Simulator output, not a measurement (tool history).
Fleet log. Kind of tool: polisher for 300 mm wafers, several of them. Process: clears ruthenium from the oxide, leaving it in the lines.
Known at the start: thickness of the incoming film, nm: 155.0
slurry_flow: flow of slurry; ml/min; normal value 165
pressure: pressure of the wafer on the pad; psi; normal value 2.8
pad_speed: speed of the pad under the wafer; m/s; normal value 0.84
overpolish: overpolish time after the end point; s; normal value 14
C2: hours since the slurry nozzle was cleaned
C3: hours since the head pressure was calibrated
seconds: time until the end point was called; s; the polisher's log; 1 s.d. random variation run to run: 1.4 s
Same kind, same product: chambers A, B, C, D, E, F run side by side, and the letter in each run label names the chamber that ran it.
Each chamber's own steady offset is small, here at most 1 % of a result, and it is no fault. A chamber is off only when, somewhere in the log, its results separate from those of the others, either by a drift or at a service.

run 1D hour=3.8 | slurry_flow=165 pressure=2.8 pad_speed=0.84 overpolish=14 | wafers_polished_on_this_pad=583 C2=237.2 C3=157.9 | seconds=98.215
run 2B hour=10.3 | slurry_flow=165 pressure=2.8 pad_speed=0.84 overpolish=14 | wafers_polished_on_this_pad=181 C2=396.8 C3=668.1 | seconds=97.235
run 3A hour=14 | slurry_flow=165 pressure=2.8 pad_speed=0.84 overpolish=14 | wafers_polished_on_this_pad=1100 C2=569 C3=220.1 | seconds=95.604
run 4E hour=19.3 | slurry_flow=165 pressure=2.8 pad_speed=0.84 overpolish=14 | wafers_polished_on_this_pad=285 C2=144.4 C3=816.4 | seconds=98.896
run 5C hour=23.2 | slurry_flow=165 pressure=2.8 pad_speed=0.84 overpolish=14 | wafers_polished_on_this_pad=579 C2=263.5 C3=307.4 | seconds=99.041
run 6F hour=31.4 | slurry_flow=165 pressure=2.8 pad_speed=0.84 overpolish=14 | wafers_polished_on_this_pad=491 C2=82.2 C3=974 | seconds=98.63
run 7F hour=39.4 | slurry_flow=165 pressure=2.8 pad_speed=0.84 overpolish=14 | wafers_polished_on_this_pad=536 C2=90.2 C3=982 | seconds=100.09
-- hour=41.4 chamber A: worn pad replaced by a new one
run 8C hour=47.2 | slurry_flow=165 pressure=2.8 pad_speed=0.84 overpolish=14 | wafers_polished_on_this_pad=714 C2=287.5 C3=331.4 | seconds=97.58
run 9A hour=54.4 | slurry_flow=165 pressure=2.8 pad_speed=0.84 overpolish=14 | wafers_polished_on_this_pad=73 C2=609.4 C3=260.5 | seconds=97.031
run 10E hour=60.6 | slurry_flow=165 pressure=2.8 pad_speed=0.84 overpolish=14 | wafers_polished_on_this_pad=517 C2=185.7 C3=857.7 | seconds=100.21
run 11B hour=67.6 | slurry_flow=165 pressure=2.8 pad_speed=0.84 overpolish=14 | wafers_polished_on_this_pad=503 C2=454.1 C3=725.4 | seconds=95.774
run 12D hour=75.3 | slurry_flow=165 pressure=2.8 pad_speed=0.84 overpolish=14 | wafers_polished_on_this_pad=984 C2=308.7 C3=229.4 | seconds=98.001
run 13E hour=80.2 | slurry_flow=165 pressure=2.8 pad_speed=0.84 overpolish=14 | wafers_polished_on_this_pad=627 C2=205.3 C3=877.3 | seconds=98.151
-- hour=82.1 chamber E: worn pad replaced by a new one
-- hour=86.1 chamber B: worn pad replaced by a new one
run 14F hour=87.9 | slurry_flow=165 pressure=2.8 pad_speed=0.84 overpolish=14 | wafers_polished_on_this_pad=809 C2=138.7 C3=1030.5 | seconds=100.45
run 15B hour=92 | slurry_flow=165 pressure=2.8 pad_speed=0.84 overpolish=14 | wafers_polished_on_this_pad=33 C2=478.5 C3=749.8 | seconds=98.075
run 16A hour=100.3 | slurry_flow=165 pressure=2.8 pad_speed=0.84 overpolish=14 | wafers_polished_on_this_pad=330 C2=655.3 C3=306.4 | seconds=98.948
run 17D hour=106.4 | slurry_flow=165 pressure=2.8 pad_speed=0.84 overpolish=14 | wafers_polished_on_this_pad=1159 C2=339.8 C3=260.5 | seconds=97.704
-- hour=112.2 chamber C: worn pad replaced by a new one
run 18C hour=112.8 | slurry_flow=165 pressure=2.8 pad_speed=0.84 overpolish=14 | wafers_polished_on_this_pad=3 C2=353.1 C3=397 | seconds=97.829
run 19F hour=121 | slurry_flow=165 pressure=2.8 pad_speed=0.84 overpolish=14 | wafers_polished_on_this_pad=994 C2=171.8 C3=1063.6 | seconds=97.019
run 20E hour=129.1 | slurry_flow=165 pressure=2.8 pad_speed=0.84 overpolish=14 | wafers_polished_on_this_pad=264 C2=254.2 C3=926.2 | seconds=98.274
-- hour=132.6 chamber A: slurry nozzle cleaned
run 21B hour=134.1 | slurry_flow=165 pressure=2.8 pad_speed=0.84 overpolish=19 | wafers_polished_on_this_pad=270 C2=520.6 C3=791.9 | seconds=97.243
run 22C hour=141.5 | slurry_flow=165 pressure=2.8 pad_speed=0.84 overpolish=19 | wafers_polished_on_this_pad=165 C2=381.8 C3=425.7 | seconds=100.05
run 23A hour=145 | slurry_flow=165 pressure=2.8 pad_speed=0.84 overpolish=19 | wafers_polished_on_this_pad=581 C2=12.4 C3=351.1 | seconds=99.157
-- hour=145.9 chamber D: worn pad replaced by a new one
run 24D hour=149.5 | slurry_flow=165 pressure=2.8 pad_speed=0.84 overpolish=19 | wafers_polished_on_this_pad=20 C2=382.9 C3=303.6 | seconds=97.973
-- hour=154.3 chamber D: slurry nozzle cleaned
run 25D hour=154.7 | slurry_flow=165 pressure=2.8 pad_speed=0.84 overpolish=19 | wafers_polished_on_this_pad=49 C2=0.5 C3=308.8 | seconds=98.146
run 26E hour=162.8 | slurry_flow=165 pressure=2.8 pad_speed=0.84 overpolish=19 | wafers_polished_on_this_pad=453 C2=287.9 C3=959.9 | seconds=99.623
run 27C hour=168.1 | slurry_flow=165 pressure=2.8 pad_speed=0.84 overpolish=14 | wafers_polished_on_this_pad=314 C2=408.4 C3=452.3 | seconds=99.846
-- hour=169 chamber E: worn pad replaced by a new one
run 28A hour=174.9 | slurry_flow=165 pressure=2.8 pad_speed=0.84 overpolish=14 | wafers_polished_on_this_pad=749 C2=42.3 C3=381 | seconds=96.664
-- hour=176.6 chamber B: worn pad replaced by a new one
run 29F hour=179.7 | slurry_flow=165 pressure=2.8 pad_speed=0.84 overpolish=14 | wafers_polished_on_this_pad=1324 C2=230.5 C3=1122.3 | seconds=100.22
run 30B hour=184.7 | slurry_flow=165 pressure=2.8 pad_speed=0.84 overpolish=14 | wafers_polished_on_this_pad=45 C2=571.2 C3=842.5 | seconds=99.432
run 31F hour=192.5 | slurry_flow=165 pressure=2.8 pad_speed=0.84 overpolish=14 | wafers_polished_on_this_pad=1396 C2=243.3 C3=1135.1 | seconds=97.833
run 32D hour=198.6 | slurry_flow=165 pressure=2.8 pad_speed=0.84 overpolish=14 | wafers_polished_on_this_pad=296 C2=44.4 C3=352.7 | seconds=99.692
-- hour=200.6 chamber F: worn pad replaced by a new one
run 33E hour=203 | slurry_flow=165 pressure=2.8 pad_speed=0.84 overpolish=14 | wafers_polished_on_this_pad=191 C2=328.1 C3=1000.1 | seconds=99.882
-- hour=204 chamber A: head pressure recalibrated
run 34C hour=207.7 | slurry_flow=165 pressure=2.8 pad_speed=0.84 overpolish=14 | wafers_polished_on_this_pad=536 C2=448 C3=491.9 | seconds=99.928
run 35A hour=216 | slurry_flow=165 pressure=3.5 pad_speed=0.94 overpolish=14 | wafers_polished_on_this_pad=980 C2=83.4 C3=12.1 | seconds=69.027
run 36B hour=220 | slurry_flow=165 pressure=3.5 pad_speed=0.94 overpolish=14 | wafers_polished_on_this_pad=244 C2=606.5 C3=877.8 | seconds=69.076
run 37F hour=226.2 | slurry_flow=165 pressure=3.5 pad_speed=0.94 overpolish=14 | wafers_polished_on_this_pad=144 C2=277 C3=1168.8 | seconds=70.026
run 38C hour=232.7 | slurry_flow=165 pressure=3.5 pad_speed=0.94 overpolish=14 | wafers_polished_on_this_pad=677 C2=473 C3=516.9 | seconds=69.914

Each of the 6 chambers runs these same settings next. Fill in every chamber's results:
run 39A hour=238.6 | slurry_flow=165 pressure=3.3 pad_speed=0.84 overpolish=14 | seconds=?
run 39B hour=238.6 | slurry_flow=165 pressure=3.3 pad_speed=0.84 overpolish=14 | seconds=?
run 39C hour=238.6 | slurry_flow=165 pressure=3.3 pad_speed=0.84 overpolish=14 | seconds=?
run 39D hour=238.6 | slurry_flow=165 pressure=3.3 pad_speed=0.84 overpolish=14 | seconds=?
run 39E hour=238.6 | slurry_flow=165 pressure=3.3 pad_speed=0.84 overpolish=14 | seconds=?
run 39F hour=238.6 | slurry_flow=165 pressure=3.3 pad_speed=0.84 overpolish=14 | seconds=?

run=39A seconds=84.192
run=39B seconds=83.565
run=39C seconds=84.254
run=39D seconds=84.063
run=39E seconds=80.86
run=39F seconds=82.014
